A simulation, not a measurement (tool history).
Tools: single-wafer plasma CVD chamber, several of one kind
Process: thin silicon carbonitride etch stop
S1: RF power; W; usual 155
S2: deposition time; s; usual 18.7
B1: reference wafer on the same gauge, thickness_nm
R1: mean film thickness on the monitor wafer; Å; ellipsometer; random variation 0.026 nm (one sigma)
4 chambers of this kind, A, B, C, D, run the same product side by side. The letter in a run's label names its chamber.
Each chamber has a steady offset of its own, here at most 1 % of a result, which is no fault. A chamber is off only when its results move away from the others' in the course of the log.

-- hour=8.6 chamber B: RF generator calibrated
run 1B hour=9.2 | S1=155 S2=18.7 | B1=11.554 | R1=99.605
run 2C hour=21.5 | S1=155 S2=18.7 | B1=11.561 | R1=98.488
run 3D hour=31.4 | S1=155 S2=18.7 | B1=11.565 | R1=98.936
run 4A hour=43.2 | S1=155 S2=18.7 | B1=11.556 | R1=98.132
run 5D hour=56.0 | S1=180 S2=15.3 | B1=11.556 | R1=84.313
run 6A hour=70.8 | S1=180 S2=15.3 | B1=11.565 | R1=84.582
run 7C hour=82.1 | S1=180 S2=15.3 | B1=11.562 | R1=84.013
run 8B hour=90.3 | S1=180 S2=15.3 | B1=11.562 | R1=85.087
run 9D hour=98.3 | S1=155 S2=18.7 | B1=11.556 | R1=98.974
run 10A hour=113.4 | S1=155 S2=18.7 | B1=11.555 | R1=98.969
run 11B hour=124.2 | S1=155 S2=18.7 | B1=11.555 | R1=99.199
run 12C hour=139.5 | S1=155 S2=18.7 | B1=11.569 | R1=98.234
run 13B hour=153.7 | S1=155 S2=18.7 | B1=11.565 | R1=99.559
run 14C hour=164.0 | S1=155 S2=18.7 | B1=11.559 | R1=98.351
run 15A hour=179.5 | S1=155 S2=18.7 | B1=11.562 | R1=98.838
run 16D hour=191.7 | S1=155 S2=18.7 | B1=11.563 | R1=98.947
run 17C hour=207.2 | S1=155 S2=18.7 | B1=11.562 | R1=98.639
run 18D hour=219.5 | S1=155 S2=18.7 | B1=11.560 | R1=98.734
run 19B hour=228.9 | S1=155 S2=18.7 | B1=11.561 | R1=99.900
run 20A hour=237.2 | S1=155 S2=18.7 | B1=11.557 | R1=98.411
run 21A hour=252.3 | S1=155 S2=18.7 | B1=11.560 | R1=98.231
run 22B hour=267.4 | S1=155 S2=18.7 | B1=11.564 | R1=99.322
run 23C hour=281.9 | S1=155 S2=18.7 | B1=11.562 | R1=98.449
run 24D hour=293.1 | S1=155 S2=18.7 | B1=11.562 | R1=98.665
run 25D hour=301.2 | S1=155 S2=18.7 | B1=11.564 | R1=98.593
run 26A hour=310.8 | S1=155 S2=18.7 | B1=11.555 | R1=98.596
run 27C hour=320.0 | S1=155 S2=18.7 | B1=11.553 | R1=97.934
run 28B hour=334.7 | S1=155 S2=18.7 | B1=11.560 | R1=99.950
-- hour=337.9 chamber C: thermocouple changed; heater temperature recalibrated
run 29A hour=346.9 | S1=155 S2=18.7 | B1=11.562 | R1=98.620
run 30C hour=356.7 | S1=155 S2=18.7 | B1=11.560 | R1=98.606
run 31B hour=367.5 | S1=155 S2=18.7 | B1=11.568 | R1=99.198
run 32D hour=378.3 | S1=155 S2=18.7 | B1=11.559 | R1=98.422

What goes on in this fleet: one chamber off, a drifting gauge, or nothing beyond the chambers' own small offsets? Name the chamber and the cause, if any.

No chamber stands off beyond its own small offset, and the gauge holds steady.
